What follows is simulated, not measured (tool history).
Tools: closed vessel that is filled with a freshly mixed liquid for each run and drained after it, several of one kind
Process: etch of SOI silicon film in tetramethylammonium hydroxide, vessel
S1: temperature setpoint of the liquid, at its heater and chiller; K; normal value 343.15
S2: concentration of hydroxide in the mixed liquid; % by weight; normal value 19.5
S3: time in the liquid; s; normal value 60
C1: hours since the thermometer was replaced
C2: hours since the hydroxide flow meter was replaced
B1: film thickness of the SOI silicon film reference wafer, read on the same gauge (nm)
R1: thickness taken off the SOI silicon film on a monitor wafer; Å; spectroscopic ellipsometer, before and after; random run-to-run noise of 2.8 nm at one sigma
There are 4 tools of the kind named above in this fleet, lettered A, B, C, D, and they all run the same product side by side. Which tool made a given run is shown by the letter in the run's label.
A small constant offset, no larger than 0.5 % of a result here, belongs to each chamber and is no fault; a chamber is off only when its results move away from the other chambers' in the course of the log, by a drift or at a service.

Run 1B, day 0.329: usual settings; C1 635.6; C2 404.0; B1 59.971. Result: R1 3315.7 Å.
Run 2C, day 0.625: usual settings; C1 1197.7; C2 1486.6; B1 60.029. Result: R1 3269.7 Å.
Run 3D, day 0.804: usual settings; C1 62.2; C2 1093.0; B1 59.985. Result: R1 3365.5 Å.
Run 4A, day 1.046: usual settings; C1 633.1; C2 662.9; B1 59.971. Result: R1 3270.6 Å.
Run 5D, day 1.292: usual settings; C1 73.9; C2 1104.7; B1 59.966. Result: R1 3316.4 Å.
Run 6B, day 1.462: usual settings; C1 662.8; C2 431.2; B1 60.050. Result: R1 3305.9 Å.
Run 7A, day 1.821: usual settings; C1 651.7; C2 681.5; B1 60.019. Result: R1 3285.9 Å.
Run 8C, day 1.983: usual settings; C1 1230.3; C2 1519.2; B1 59.954. Result: R1 3321.4 Å.
Run 9A, day 2.208: usual settings; C1 661.0; C2 690.8; B1 59.987. Result: R1 3376.4 Å.
Run 10D, day 2.458: usual settings; C1 101.9; C2 1132.7; B1 59.989. Result: R1 3255.1 Å.
Run 11C, day 2.758: usual settings; C1 1248.9; C2 1537.8; B1 60.009. Result: R1 3302.3 Å.
Run 12B, day 3.088: usual settings; C1 701.8; C2 470.2; B1 60.021. Result: R1 3267.4 Å.
Run 13C, day 3.392: usual settings; C1 1264.1; C2 1553.0; B1 60.007. Result: R1 3265.7 Å.
Run 14B, day 3.592: usual settings but S2 14.5 % by weight, S3 70 s; C1 713.9; C2 482.3; B1 60.019. Result: R1 4397.0 Å.
Run 15D, day 3.900: usual settings but S2 14.5 % by weight, S3 70 s; C1 136.5; C2 1167.3; B1 60.022. Result: R1 4358.0 Å.
Run 16A, day 4.125: usual settings but S2 14.5 % by weight, S3 70 s; C1 707.0; C2 736.8; B1 59.990. Result: R1 4338.3 Å.
Run 17D, day 4.471: usual settings but S2 14.5 % by weight, S3 70 s; C1 150.2; C2 1181.0; B1 60.007. Result: R1 4245.2 Å.
Run 18B, day 4.821: usual settings; C1 743.4; C2 511.8; B1 59.991. Result: R1 3303.6 Å.
Run 19A, day 4.988: usual settings; C1 727.7; C2 757.5; B1 59.999. Result: R1 3321.9 Å.
Run 20C, day 5.333: usual settings but S1 349.15 K, S2 25.0 % by weight; C1 1310.7; C2 1599.6; B1 60.013. Result: R1 3786.6 Å.
Run 21C, day 5.525: usual settings but S1 349.15 K, S2 25.0 % by weight; C1 1315.3; C2 1604.2; B1 60.035. Result: R1 3745.2 Å.
Run 22D, day 5.875: usual settings but S1 349.15 K, S2 25.0 % by weight; C1 183.9; C2 1214.7; B1 60.029. Result: R1 3816.2 Å.
At day 6.000: chamber D: hydroxide flow meter replaced.
Run 23A, day 6.075: usual settings but S1 349.15 K, S2 25.0 % by weight; C1 753.8; C2 783.6; B1 60.001. Result: R1 3805.5 Å.
Run 24B, day 6.271: usual settings; C1 778.2; C2 546.6; B1 59.986. Result: R1 3289.0 Å.
Run 25D, day 6.438: usual settings; C1 197.4; C2 10.5; B1 60.035. Result: R1 3330.1 Å.
Run 26C, day 6.658: usual settings but S3 80 s; C1 1342.5; C2 1631.4; B1 59.971. Result: R1 4459.3 Å.
Run 27A, day 6.921: usual settings but S3 80 s; C1 774.1; C2 803.9; B1 59.990. Result: R1 4434.1 Å.
Run 28B, day 7.192: usual settings but S3 80 s; C1 800.3; C2 568.7; B1 60.026. Result: R1 4429.0 Å.
Run 29A, day 7.542: usual settings but S3 80 s; C1 789.0; C2 818.8; B1 60.001. Result: R1 4441.0 Å.
Run 30D, day 7.842: usual settings; C1 231.1; C2 44.2; B1 60.018. Result: R1 3299.3 Å.
Run 31B, day 8.017: usual settings; C1 820.1; C2 588.5; B1 60.034. Result: R1 3322.9 Å.
Run 32C, day 8.367: usual settings; C1 1383.5; C2 1672.4; B1 59.983. Result: R1 3319.5 Å.
Run 33A, day 8.542: usual settings; C1 813.0; C2 842.8; B1 60.056. Result: R1 3307.0 Å.
Run 34B, day 8.854: usual settings; C1 840.2; C2 608.6; B1 60.008. Result: R1 3284.4 Å.
Run 35C, day 9.108: usual settings; C1 1401.3; C2 1690.2; B1 59.963. Result: R1 3320.3 Å.
Run 36D, day 9.350: usual settings but S1 337.15 K, S3 90 s; C1 267.3; C2 80.4; B1 60.002. Result: R1 3430.3 Å.
At day 9.421: chamber C: thermometer replaced.
Run 37C, day 9.679: usual settings but S1 337.15 K, S3 90 s; C1 6.3; C2 1703.9; B1 60.033. Result: R1 3461.8 Å.
Run 38A, day 9.929: usual settings but S1 337.15 K, S3 90 s; C1 846.3; C2 876.1; B1 60.029. Result: R1 3497.0 Å.
Run 39B, day 10.179: usual settings but S1 337.15 K, S3 90 s; C1 872.0; C2 640.4; B1 60.006. Result: R1 3479.8 Å.
Run 40D, day 10.442: usual settings; C1 293.5; C2 106.6; B1 60.017. Result: R1 3269.5 Å.
Run 41B, day 10.683: usual settings; C1 884.1; C2 652.5; B1 60.003. Result: R1 3333.9 Å.
Run 42D, day 10.879: usual settings; C1 304.0; C2 117.1; B1 59.984. Result: R1 3282.9 Å.
Run 43C, day 11.192: usual settings; C1 42.6; C2 1740.2; B1 59.989. Result: R1 3296.1 Å.

All chambers now run identical settings, listed one chamber a line with results as question marks. What results will each chamber show?
Run 44A, day 11.454: usual settings. Result: R1 ?.
Run 44B, day 11.454: usual settings. Result: R1 ?.
Run 44C, day 11.454: usual settings. Result: R1 ?.
Run 44D, day 11.454: usual settings. Result: R1 ?.

run      R1
44A  3285.2
44B  3338.2
44C  3285.9
44D  3318.3
